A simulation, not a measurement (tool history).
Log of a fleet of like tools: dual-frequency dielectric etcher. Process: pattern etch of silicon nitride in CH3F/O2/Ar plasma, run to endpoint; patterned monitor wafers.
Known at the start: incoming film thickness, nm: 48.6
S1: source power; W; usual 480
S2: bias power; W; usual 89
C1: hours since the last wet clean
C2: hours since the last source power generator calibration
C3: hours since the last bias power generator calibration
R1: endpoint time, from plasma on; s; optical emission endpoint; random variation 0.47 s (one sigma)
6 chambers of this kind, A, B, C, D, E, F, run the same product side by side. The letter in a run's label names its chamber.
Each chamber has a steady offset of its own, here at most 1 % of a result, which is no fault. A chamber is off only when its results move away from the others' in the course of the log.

run,hour,S1,S2,C1,C2,C3,R1
1B,7.1,480,89,290.4,240.2,305.0,61.807
2E,14.5,480,89,167.3,1866.5,1780.3,60.382
3A,24.5,480,89,220.0,2414.9,99.7,61.061
4C,30.6,480,89,250.7,641.1,2948.7,60.339
5D,39.1,480,89,302.6,403.4,807.9,60.919
6F,46.2,480,89,165.7,2476.7,2802.9,61.805
# hour 51.7: chamber E: bias power generator calibrated
7B,53.3,480,89,336.6,286.4,351.2,61.413
8C,62.5,480,89,282.6,673.0,2980.6,60.134
9E,69.8,480,89,222.6,1921.8,18.1,60.401
10D,78.2,480,89,341.7,442.5,847.0,60.978
11F,86.1,480,89,205.6,2516.6,2842.8,61.496
12A,94.0,480,89,289.5,2484.4,169.2,60.506
13B,99.6,480,89,382.9,332.7,397.5,61.685
14D,106.1,480,89,369.6,470.4,874.9,60.965
15A,116.4,480,89,311.9,2506.8,191.6,60.529
16C,121.4,480,89,341.5,731.9,3039.5,60.215
17E,131.1,480,89,283.9,1983.1,79.4,60.616
18F,138.5,540,68,258.0,2569.0,2895.2,63.868
19E,147.6,540,68,300.4,1999.6,95.9,62.992
20D,156.3,540,68,419.8,520.6,925.1,64.195
21F,164.5,540,68,284.0,2595.0,2921.2,63.618
22B,175.1,540,68,458.4,408.2,473.0,64.121
23C,182.9,540,68,403.0,793.4,3101.0,62.215
24A,189.1,480,89,384.6,2579.5,264.3,59.826
25A,197.0,480,89,392.5,2587.4,272.2,60.818
26E,207.2,410,89,360.0,2059.2,155.5,63.972
27C,217.7,410,89,437.8,828.2,3135.8,62.306
28B,226.3,410,89,509.6,459.4,524.2,65.584
# hour 226.4: chamber F: bias power generator calibrated
29D,237.4,410,89,500.9,601.7,1006.2,65.388
30F,244.3,410,89,363.8,2674.8,18.0,65.502
# hour 247.6: chamber F: wet clean of the chamber
31E,254.6,410,89,407.4,2106.6,202.9,64.425
32A,259.7,480,89,455.2,2650.1,334.9,60.135
33D,264.8,480,89,528.3,629.1,1033.6,61.382
# hour 266.3: chamber B: wet clean of the chamber
34B,273.6,480,89,7.3,506.7,571.5,61.168
35F,281.0,480,89,33.4,2711.5,54.7,61.614
36C,290.6,480,89,510.7,901.1,3208.7,57.395
37A,298.6,480,102,494.1,2689.0,373.8,57.122
38D,306.7,480,102,570.2,671.0,1075.5,57.358

What goes on in this fleet: one chamber off, a drifting gauge, or nothing beyond the chambers' own small offsets? Name the chamber and the cause, if any.

Chamber C drifts away from the others.
Cause: etch rate over this chamber's usual, % = 5.36.

Here are 4 candidates for chamber C's next run, each the usual settings with a change, their results left as question marks. Which one brings its results back in line with what the others give on the usual settings?
In line means no further than this from the other chambers' mean on the usual settings: R1 1.600 s
39C-1,314.7,480,104,,,,?
39C-2,314.7,480,74,,,,?
39C-3,314.7,560,103,,,,?
39C-4,314.7,340,89,,,,?

The other chambers' mean on the usual settings: R1 60.903 s
run,R1
39C-1,54.191
39C-2,61.104
39C-3,51.360
39C-4,65.151
39C-2 brings the chamber back in line.
